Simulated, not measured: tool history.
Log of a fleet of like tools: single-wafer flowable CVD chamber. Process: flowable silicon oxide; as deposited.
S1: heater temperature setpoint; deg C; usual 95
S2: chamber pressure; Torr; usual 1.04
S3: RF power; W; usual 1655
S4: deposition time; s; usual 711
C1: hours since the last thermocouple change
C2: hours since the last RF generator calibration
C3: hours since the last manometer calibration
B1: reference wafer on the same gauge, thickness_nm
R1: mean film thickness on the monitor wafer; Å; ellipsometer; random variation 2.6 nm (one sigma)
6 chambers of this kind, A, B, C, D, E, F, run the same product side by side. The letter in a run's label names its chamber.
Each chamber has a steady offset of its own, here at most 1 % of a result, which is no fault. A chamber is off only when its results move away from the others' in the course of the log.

| run | hour | S1 | S2 | S3 | S4 | C1 | C2 | C3 | B1 | R1 |
|---|---|---|---|---|---|---|---|---|---|---|
| 1F | 7 | 95 | 1.04 | 1655 | 711 | 932.3 | 1719.9 | 47.9 | 699.87 | 6779.9 |
| 2B | 12.4 | 95 | 1.04 | 1655 | 711 | 1354.3 | 737.3 | 489.7 | 699.38 | 6712.6 |
| 3C | 20.6 | 95 | 1.04 | 1655 | 711 | 1754 | 539.1 | 928.6 | 699.53 | 6683.2 |
| 4A | 28.8 | 95 | 1.04 | 1655 | 711 | 2010.6 | 2038.1 | 855.9 | 700.15 | 6732.2 |
| 5E | 36 | 95 | 1.04 | 1655 | 711 | 83.5 | 1900.4 | 1076.8 | 700.25 | 6725.2 |
| 6D | 42.9 | 95 | 1.04 | 1655 | 711 | 699.8 | 768 | 1141.8 | 700.48 | 6725.1 |
| 7D | 50.3 | 95 | 1.04 | 1655 | 711 | 707.2 | 775.4 | 1149.2 | 699.83 | 6765.8 |
| 8B | 59.9 | 95 | 1.04 | 1655 | 711 | 1401.8 | 784.8 | 537.2 | 700 | 6768.5 |
| 9F | 68.7 | 95 | 1.04 | 1655 | 711 | 994 | 1781.6 | 109.6 | 699.99 | 6755.3 |
| 10E | 77.8 | 95 | 1.04 | 1655 | 711 | 125.3 | 1942.2 | 1118.6 | 700.34 | 6740.8 |
| 11A | 86.9 | 95 | 1.04 | 1655 | 711 | 2068.7 | 2096.2 | 914 | 699.9 | 6674.4 |
| 12C | 95.3 | 95 | 1.04 | 1655 | 711 | 1828.7 | 613.8 | 1003.3 | 699.46 | 6657.5 |
| 13C | 100.8 | 110 | 1.04 | 1655 | 627 | 1834.2 | 619.3 | 1008.8 | 699.21 | 3584.8 |
| 14F | 106.6 | 110 | 1.04 | 1655 | 627 | 1031.9 | 1819.5 | 147.5 | 700.02 | 3608.4 |
| 15E | 112.2 | 110 | 1.04 | 1655 | 627 | 159.7 | 1976.6 | 1153 | 699.49 | 3606.7 |
|  | 116.9 | chamber F: RF generator calibrated |
| 16B | 117.8 | 110 | 1.04 | 1655 | 627 | 1459.7 | 842.7 | 595.1 | 700.14 | 3618.8 |
| 17A | 124.2 | 110 | 1.04 | 1655 | 627 | 2106 | 2133.5 | 951.3 | 699.86 | 3632.1 |
| 18D | 131.2 | 110 | 1.04 | 1655 | 627 | 788.1 | 856.3 | 1230.1 | 700.47 | 3602.8 |
| 19E | 136.2 | 90 | 0.79 | 1655 | 711 | 183.7 | 2000.6 | 1177 | 699.72 | 5735.7 |
| 20B | 143.1 | 90 | 0.79 | 1655 | 711 | 1485 | 868 | 620.4 | 699.71 | 5679.7 |
|  | 145 | chamber A: capacitance manometer re-zeroed and calibrated |
| 21C | 149.5 | 90 | 0.79 | 1655 | 711 | 1882.9 | 668 | 1057.5 | 700.27 | 5621.3 |
| 22D | 157.9 | 90 | 0.79 | 1655 | 711 | 814.8 | 883 | 1256.8 | 699.52 | 5611.5 |
| 23F | 167.5 | 90 | 0.79 | 1655 | 711 | 1092.8 | 50.7 | 208.4 | 700.31 | 5633.4 |
| 24A | 176.8 | 90 | 0.79 | 1655 | 711 | 2158.6 | 2186.1 | 31.8 | 700.8 | 5712.2 |
|  | 179.4 | chamber A: RF generator calibrated |
| 25D | 181.3 | 95 | 1.04 | 1655 | 711 | 838.2 | 906.4 | 1280.2 | 700.04 | 6762.9 |
| 26A | 187.4 | 95 | 1.04 | 1655 | 711 | 2169.2 | 8 | 42.4 | 699.94 | 6719.5 |
|  | 189 | chamber D: capacitance manometer re-zeroed and calibrated |
| 27F | 195.1 | 95 | 1.04 | 1655 | 711 | 1120.4 | 78.3 | 236 | 700.02 | 6745.3 |
| 28B | 199.9 | 95 | 1.04 | 1655 | 711 | 1541.8 | 924.8 | 677.2 | 700.06 | 6795.3 |
| 29E | 207.7 | 95 | 1.04 | 1655 | 711 | 255.2 | 2072.1 | 1248.5 | 700.38 | 6721.2 |
| 30C | 215.1 | 95 | 1.04 | 1655 | 711 | 1948.5 | 733.6 | 1123.1 | 700.06 | 6644.2 |
| 31E | 221.9 | 95 | 1.04 | 1655 | 711 | 269.4 | 2086.3 | 1262.7 | 700.45 | 6713 |
| 32A | 229.2 | 95 | 1.04 | 1655 | 711 | 2211 | 49.8 | 84.2 | 700.14 | 6763.2 |
| 33B | 235 | 95 | 1.04 | 1655 | 711 | 1576.9 | 959.9 | 712.3 | 699.79 | 6775.1 |
| 34F | 244.5 | 105 | 1.04 | 1655 | 711 | 1169.8 | 127.7 | 285.4 | 700.33 | 4832.5 |
| 35C | 252.9 | 105 | 1.04 | 1655 | 711 | 1986.3 | 771.4 | 1160.9 | 700.41 | 4781.5 |
| 36D | 262.1 | 105 | 1.04 | 1655 | 711 | 919 | 987.2 | 73.1 | 699.03 | 4827.3 |
| 37B | 267.6 | 105 | 1.04 | 1655 | 711 | 1609.5 | 992.5 | 744.9 | 699.86 | 4815.9 |
| 38F | 277.4 | 105 | 1.04 | 1655 | 711 | 1202.7 | 160.6 | 318.3 | 699.32 | 4806.1 |
| 39E | 286.7 | 105 | 1.04 | 1655 | 711 | 334.2 | 2151.1 | 1327.5 | 699.84 | 4781.1 |
| 40D | 296.2 | 95 | 1.04 | 1655 | 711 | 953.1 | 1021.3 | 107.2 | 699.83 | 6722.5 |
| 41C | 304.7 | 95 | 1.04 | 1655 | 711 | 2038.1 | 823.2 | 1212.7 | 699.65 | 6727.8 |
| 42A | 312.1 | 95 | 1.04 | 1655 | 711 | 2293.9 | 132.7 | 167.1 | 699.92 | 6698.2 |
| 43C | 320 | 95 | 0.85 | 1655 | 829 | 2053.4 | 838.5 | 1228 | 700.29 | 6083 |

Next, every chamber runs the same settings. What will each give?
| 44A | 327 | 95 | 0.81 | 1655 | 711 |  |  |  |  | ? |
| 44B | 327 | 95 | 0.81 | 1655 | 711 |  |  |  |  | ? |
| 44C | 327 | 95 | 0.81 | 1655 | 711 |  |  |  |  | ? |
| 44D | 327 | 95 | 0.81 | 1655 | 711 |  |  |  |  | ? |
| 44E | 327 | 95 | 0.81 | 1655 | 711 |  |  |  |  | ? |
| 44F | 327 | 95 | 0.81 | 1655 | 711 |  |  |  |  | ? |

| run | R1 |
|---|---|
| 44A | 4988.6 |
| 44B | 4960.9 |
| 44C | 4926.7 |
| 44D | 4936.8 |
| 44E | 4980.2 |
| 44F | 4960.7 |
